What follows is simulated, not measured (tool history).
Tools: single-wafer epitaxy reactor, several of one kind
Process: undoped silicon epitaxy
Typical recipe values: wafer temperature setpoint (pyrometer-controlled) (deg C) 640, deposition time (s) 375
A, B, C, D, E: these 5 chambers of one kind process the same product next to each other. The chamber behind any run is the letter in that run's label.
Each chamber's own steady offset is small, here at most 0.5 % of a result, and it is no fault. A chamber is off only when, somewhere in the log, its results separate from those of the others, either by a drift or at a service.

run    day  wafer temperature setpoint (pyrometer-controlled) (deg C)  deposition time (s)  read-back reference wafer on the same gauge, thickness_nm  mean film thickness on the monitor wafer (angstrom)
 1A  0.283                                                        640                  375                                                     40.567                                               507.36
 2D  0.608                                                        640                  375                                                     40.595                                               504.91
 3B  0.912                                                        640                  375                                                     40.592                                               503.95
 4E  1.179                                                        640                  375                                                     40.579                                               505.36
 5C  1.438                                                        640                  375                                                     40.585                                               506.58
 6E  1.725                                                        640                  375                                                     40.575                                                506.5
     1.838  -- chamber A: pyrometer calibrated
 7D  1.971                                                        640                  375                                                     40.593                                               504.97
 8C  2.258                                                        640                  375                                                     40.588                                               506.76
 9B  2.517                                                        626                  375                                                     40.578                                                368.3
10A  2.804                                                        626                  375                                                     40.611                                               368.38
11B  3.083                                                        626                  375                                                     40.608                                               368.85
     3.288  -- chamber B: pyrometer calibrated
12A  3.292                                                        626                  375                                                     40.584                                               369.64
13D  3.492                                                        626                  375                                                     40.589                                               368.85
14E  3.808                                                        640                  375                                                     40.598                                                507.2
15C  4.112                                                        640                  375                                                     40.612                                               505.41
16A  4.438                                                        640                  375                                                     40.605                                                506.2
17D  4.688                                                        640                  375                                                     40.607                                               505.68
18C  4.979                                                        640                  375                                                     40.602                                               505.73
19B  5.229                                                        640                  375                                                      40.59                                               516.99
20E  5.488                                                        640                  375                                                     40.601                                               503.92
21C  5.696                                                        640                  375                                                     40.585                                               506.78
22B  5.879                                                        640                  375                                                     40.583                                               518.56
     5.921  -- chamber C: pyrometer calibrated
23A  6.112                                                        640                  375                                                     40.612                                               507.17
24E  6.458                                                        640                  375                                                     40.588                                               505.86
25D  6.688                                                        640                  375                                                     40.572                                               507.09
26D  6.896                                                        640                  375                                                     40.606                                               505.36
27A  7.117                                                        640                  375                                                     40.621                                               506.64
28B  7.458                                                        640                  375                                                     40.593                                               517.63
29C  7.812                                                        640                  375                                                      40.58                                                505.8
30E   8.05                                                        640                  375                                                     40.621                                               506.29
31D  8.383                                                        640                  375                                                     40.601                                               507.95
32C  8.667                                                        640                  375                                                     40.596                                               506.34
33B  8.842                                                        640                  375                                                     40.597                                                517.3

Next, every chamber runs the same settings. What will each give?
34A  9.1                                                        632                  375                                                                                                               ?
34B  9.1                                                        632                  375                                                                                                               ?
34C  9.1                                                        632                  375                                                                                                               ?
34D  9.1                                                        632                  375                                                                                                               ?
34E  9.1                                                        632                  375                                                                                                               ?

run  mean film thickness on the monitor wafer (angstrom)
34A                                               422.89
34B                                               432.75
34C                                               420.98
34D                                               422.16
34E                                               424.49
